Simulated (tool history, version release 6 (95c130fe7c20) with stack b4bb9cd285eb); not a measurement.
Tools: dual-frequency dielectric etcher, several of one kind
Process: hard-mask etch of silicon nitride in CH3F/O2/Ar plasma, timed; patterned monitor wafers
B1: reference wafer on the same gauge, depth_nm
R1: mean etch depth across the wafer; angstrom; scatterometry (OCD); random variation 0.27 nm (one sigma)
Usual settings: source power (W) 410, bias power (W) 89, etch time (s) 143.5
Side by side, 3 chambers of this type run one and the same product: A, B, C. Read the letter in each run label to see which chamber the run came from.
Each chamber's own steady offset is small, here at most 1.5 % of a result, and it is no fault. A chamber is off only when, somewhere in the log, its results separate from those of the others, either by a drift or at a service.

{"run": "1B", "hour": 13.1, "source power (W)": 410, "bias power (W)": 89, "etch time (s)": 143.5, "B1": 119.04, "R1": 1095.9}
{"run": "2A", "hour": 26.7, "source power (W)": 410, "bias power (W)": 89, "etch time (s)": 143.5, "B1": 118.99, "R1": 1093.3}
{"run": "3C", "hour": 39.6, "source power (W)": 410, "bias power (W)": 89, "etch time (s)": 143.5, "B1": 118.93, "R1": 1107.2}
{"run": "4A", "hour": 46.8, "source power (W)": 410, "bias power (W)": 89, "etch time (s)": 143.5, "B1": 118.94, "R1": 1092.7}
{"hour": 51.4, "done": "chamber A: wet clean of the chamber"}
{"run": "5C", "hour": 56.5, "source power (W)": 410, "bias power (W)": 89, "etch time (s)": 143.5, "B1": 119.01, "R1": 1106.4}
{"run": "6B", "hour": 70.6, "source power (W)": 410, "bias power (W)": 89, "etch time (s)": 143.5, "B1": 119.02, "R1": 1097.7}
{"run": "7B", "hour": 83.3, "source power (W)": 410, "bias power (W)": 89, "etch time (s)": 143.5, "B1": 118.99, "R1": 1096.5}
{"run": "8A", "hour": 94.0, "source power (W)": 410, "bias power (W)": 89, "etch time (s)": 143.5, "B1": 118.95, "R1": 1086.9}
{"run": "9C", "hour": 102.9, "source power (W)": 410, "bias power (W)": 89, "etch time (s)": 143.5, "B1": 119.08, "R1": 1105.8}
{"run": "10A", "hour": 112.7, "source power (W)": 370, "bias power (W)": 89, "etch time (s)": 143.5, "B1": 119.06, "R1": 1047.6}
{"run": "11B", "hour": 125.9, "source power (W)": 370, "bias power (W)": 89, "etch time (s)": 143.5, "B1": 119.1, "R1": 1053.1}
{"run": "12C", "hour": 135.3, "source power (W)": 370, "bias power (W)": 89, "etch time (s)": 143.5, "B1": 118.99, "R1": 1061.7}
{"run": "13C", "hour": 142.6, "source power (W)": 410, "bias power (W)": 89, "etch time (s)": 143.5, "B1": 119.04, "R1": 1112.6}
{"run": "14A", "hour": 154.7, "source power (W)": 410, "bias power (W)": 89, "etch time (s)": 143.5, "B1": 118.96, "R1": 1093.6}
{"run": "15B", "hour": 164.1, "source power (W)": 410, "bias power (W)": 89, "etch time (s)": 143.5, "B1": 119.05, "R1": 1098.5}
{"run": "16B", "hour": 174.8, "source power (W)": 410, "bias power (W)": 89, "etch time (s)": 143.5, "B1": 119.03, "R1": 1096.1}
{"run": "17C", "hour": 181.8, "source power (W)": 410, "bias power (W)": 76, "etch time (s)": 143.5, "B1": 119, "R1": 1045.8}
{"run": "18A", "hour": 191.2, "source power (W)": 410, "bias power (W)": 76, "etch time (s)": 143.5, "B1": 118.95, "R1": 1030.6}
{"run": "19A", "hour": 198.6, "source power (W)": 410, "bias power (W)": 76, "etch time (s)": 143.5, "B1": 118.89, "R1": 1032.9}
{"run": "20B", "hour": 212.8, "source power (W)": 410, "bias power (W)": 89, "etch time (s)": 143.5, "B1": 118.94, "R1": 1093.6}
{"hour": 221.4, "done": "chamber A: bias power generator calibrated"}
{"run": "21C", "hour": 222.5, "source power (W)": 410, "bias power (W)": 89, "etch time (s)": 143.5, "B1": 118.95, "R1": 1112.2}
{"run": "22C", "hour": 231.4, "source power (W)": 410, "bias power (W)": 89, "etch time (s)": 143.5, "B1": 119.07, "R1": 1104.6}
{"run": "23A", "hour": 243.7, "source power (W)": 410, "bias power (W)": 89, "etch time (s)": 143.5, "B1": 118.94, "R1": 1073.9}
{"run": "24B", "hour": 250.7, "source power (W)": 410, "bias power (W)": 89, "etch time (s)": 143.5, "B1": 118.96, "R1": 1091.6}
{"run": "25A", "hour": 261.0, "source power (W)": 410, "bias power (W)": 89, "etch time (s)": 143.5, "B1": 118.89, "R1": 1069}
{"run": "26B", "hour": 270.4, "source power (W)": 410, "bias power (W)": 89, "etch time (s)": 143.5, "B1": 118.93, "R1": 1095.6}
{"run": "27C", "hour": 281.8, "source power (W)": 410, "bias power (W)": 89, "etch time (s)": 143.5, "B1": 118.97, "R1": 1111.2}
{"run": "28B", "hour": 295.4, "source power (W)": 410, "bias power (W)": 89, "etch time (s)": 143.5, "B1": 118.94, "R1": 1099.9}
{"run": "29A", "hour": 306.9, "source power (W)": 410, "bias power (W)": 89, "etch time (s)": 143.5, "B1": 118.94, "R1": 1068.5}
{"hour": 309.2, "done": "chamber C: wet clean of the chamber"}
{"run": "30C", "hour": 316.7, "source power (W)": 410, "bias power (W)": 89, "etch time (s)": 143.5, "B1": 118.99, "R1": 1107.1}
{"run": "31A", "hour": 326.2, "source power (W)": 410, "bias power (W)": 106, "etch time (s)": 143.5, "B1": 118.98, "R1": 1136.9}
{"run": "32C", "hour": 334.1, "source power (W)": 410, "bias power (W)": 106, "etch time (s)": 143.5, "B1": 118.95, "R1": 1182.4}
{"run": "33B", "hour": 348.1, "source power (W)": 410, "bias power (W)": 106, "etch time (s)": 143.5, "B1": 119.01, "R1": 1166.5}
{"run": "34B", "hour": 359.8, "source power (W)": 410, "bias power (W)": 89, "etch time (s)": 143.5, "B1": 119.02, "R1": 1096.7}
{"run": "35A", "hour": 367.4, "source power (W)": 410, "bias power (W)": 89, "etch time (s)": 143.5, "B1": 118.98, "R1": 1064.5}
{"run": "36C", "hour": 376.5, "source power (W)": 500, "bias power (W)": 89, "etch time (s)": 127, "B1": 118.99, "R1": 1062.3}
{"run": "37C", "hour": 386.1, "source power (W)": 500, "bias power (W)": 89, "etch time (s)": 127, "B1": 118.98, "R1": 1058.6}
{"run": "38A", "hour": 392.4, "source power (W)": 500, "bias power (W)": 89, "etch time (s)": 127, "B1": 119.02, "R1": 1022.5}
{"run": "39B", "hour": 404.4, "source power (W)": 410, "bias power (W)": 89, "etch time (s)": 143.5, "B1": 118.97, "R1": 1099.5}
{"run": "40B", "hour": 414.0, "source power (W)": 410, "bias power (W)": 89, "etch time (s)": 143.5, "B1": 118.92, "R1": 1096.4}

Decide between three cases: one chamber stands off from its peers, the gauge reading all wafers drifts, or nothing is wrong past each chamber's small offset. Where a chamber is off, say which and what most likely put it there.

A service left chamber A off against the others.
What lies behind it: bias power that arrives under what is set, % = 4.92.

Here are 4 candidates for chamber A's next run, each the usual settings with a change, their results left as question marks. Which one brings its results back in line with what the others give on the usual settings?
Allowed miss from the other chambers' usual-settings mean, per result, to count as in line: R1 9.5 angstrom
{"run": "41A-1", "hour": 424.5, "source power (W)": 410, "bias power (W)": 90, "etch time (s)": 147, "R1": "?"}
{"run": "41A-2", "hour": 424.5, "source power (W)": 390, "bias power (W)": 86, "etch time (s)": 143.5, "R1": "?"}
{"run": "41A-3", "hour": 424.5, "source power (W)": 410, "bias power (W)": 89, "etch time (s)": 142, "R1": "?"}
{"run": "41A-4", "hour": 424.5, "source power (W)": 410, "bias power (W)": 89, "etch time (s)": 145, "R1": "?"}

Usual-settings mean across the other chambers: R1 1101.2 angstrom
run=41A-1 R1=1100.1
run=41A-2 R1=1037.3
run=41A-3 R1=1058.5
run=41A-4 R1=1080.9
The right change is 41A-1: it brings the chamber back within the allowed miss of the others.
